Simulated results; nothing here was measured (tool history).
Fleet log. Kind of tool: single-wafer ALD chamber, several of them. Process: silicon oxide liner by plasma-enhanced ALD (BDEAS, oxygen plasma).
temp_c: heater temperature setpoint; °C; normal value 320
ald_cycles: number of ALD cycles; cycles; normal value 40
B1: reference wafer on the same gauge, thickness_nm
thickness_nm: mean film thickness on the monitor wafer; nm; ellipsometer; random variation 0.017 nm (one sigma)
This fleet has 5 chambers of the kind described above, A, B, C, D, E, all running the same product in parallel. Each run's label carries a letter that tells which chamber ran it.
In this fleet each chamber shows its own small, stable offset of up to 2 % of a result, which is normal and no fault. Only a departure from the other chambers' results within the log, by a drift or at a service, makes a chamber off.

run 1E day=0.158 | temp_c=320 ald_cycles=40 | B1=3.6397 | thickness_nm=3.6738
run 2C day=0.529 | temp_c=320 ald_cycles=40 | B1=3.6398 | thickness_nm=3.6036
run 3A day=0.888 | temp_c=320 ald_cycles=40 | B1=3.6429 | thickness_nm=3.5598
run 4B day=1.171 | temp_c=320 ald_cycles=40 | B1=3.6364 | thickness_nm=3.6579
run 5D day=1.504 | temp_c=320 ald_cycles=40 | B1=3.6418 | thickness_nm=3.6697
run 6E day=1.846 | temp_c=320 ald_cycles=40 | B1=3.6418 | thickness_nm=3.6828
run 7C day=2.133 | temp_c=320 ald_cycles=40 | B1=3.6419 | thickness_nm=3.6073
run 8B day=2.417 | temp_c=320 ald_cycles=40 | B1=3.6368 | thickness_nm=3.6492
run 9A day=2.783 | temp_c=320 ald_cycles=40 | B1=3.6457 | thickness_nm=3.5829
run 10D day=3.033 | temp_c=320 ald_cycles=40 | B1=3.6346 | thickness_nm=3.6437
run 11E day=3.333 | temp_c=320 ald_cycles=40 | B1=3.6431 | thickness_nm=3.6836
run 12A day=3.517 | temp_c=320 ald_cycles=40 | B1=3.6413 | thickness_nm=3.5436
run 13B day=3.704 | temp_c=314 ald_cycles=34 | B1=3.6446 | thickness_nm=3.1247
run 14C day=3.917 | temp_c=314 ald_cycles=34 | B1=3.6396 | thickness_nm=3.0811
run 15D day=4.188 | temp_c=314 ald_cycles=34 | B1=3.6411 | thickness_nm=3.1456
run 16C day=4.550 | temp_c=314 ald_cycles=34 | B1=3.6382 | thickness_nm=3.0883
run 17A day=4.867 | temp_c=314 ald_cycles=34 | B1=3.6388 | thickness_nm=3.0660
run 18B day=5.150 | temp_c=320 ald_cycles=40 | B1=3.6418 | thickness_nm=3.6155
run 19E day=5.504 | temp_c=320 ald_cycles=40 | B1=3.6377 | thickness_nm=3.6718
run 20D day=5.788 | temp_c=320 ald_cycles=40 | B1=3.6444 | thickness_nm=3.6754
run 21A day=6.142 | temp_c=327 ald_cycles=40 | B1=3.6414 | thickness_nm=3.5281
run 22B day=6.358 | temp_c=327 ald_cycles=40 | B1=3.6377 | thickness_nm=3.5847
run 23E day=6.575 | temp_c=327 ald_cycles=40 | B1=3.6402 | thickness_nm=3.6303
run 24D day=6.850 | temp_c=327 ald_cycles=40 | B1=3.6395 | thickness_nm=3.6026
run 25C day=7.212 | temp_c=327 ald_cycles=40 | B1=3.6399 | thickness_nm=3.5575
run 26B day=7.496 | temp_c=320 ald_cycles=40 | B1=3.6402 | thickness_nm=3.6318
run 27C day=7.671 | temp_c=320 ald_cycles=40 | B1=3.6382 | thickness_nm=3.6099
-- day=7.817 chamber C: thermocouple changed; heater temperature recalibrated
run 28A day=7.921 | temp_c=320 ald_cycles=40 | B1=3.6427 | thickness_nm=3.5616
run 29E day=8.088 | temp_c=320 ald_cycles=40 | B1=3.6366 | thickness_nm=3.6509
run 30D day=8.375 | temp_c=320 ald_cycles=40 | B1=3.6413 | thickness_nm=3.6748
run 31A day=8.671 | temp_c=320 ald_cycles=40 | B1=3.6411 | thickness_nm=3.5469
run 32C day=8.958 | temp_c=320 ald_cycles=40 | B1=3.6395 | thickness_nm=3.6295
run 33D day=9.308 | temp_c=320 ald_cycles=40 | B1=3.6411 | thickness_nm=3.6407
run 34E day=9.638 | temp_c=320 ald_cycles=40 | B1=3.6374 | thickness_nm=3.6608
run 35B day=9.933 | temp_c=320 ald_cycles=40 | B1=3.6388 | thickness_nm=3.6635
run 36D day=10.150 | temp_c=333 ald_cycles=34 | B1=3.6433 | thickness_nm=3.0502
run 37E day=10.346 | temp_c=333 ald_cycles=34 | B1=3.6430 | thickness_nm=3.0416

One chamber off, gauge drift, or nothing amiss beyond the chambers' own small offsets? If it is a chamber, which one, and what is the likeliest cause?

Beyond each chamber's small constant offset nothing stands out, and the gauge stays steady.

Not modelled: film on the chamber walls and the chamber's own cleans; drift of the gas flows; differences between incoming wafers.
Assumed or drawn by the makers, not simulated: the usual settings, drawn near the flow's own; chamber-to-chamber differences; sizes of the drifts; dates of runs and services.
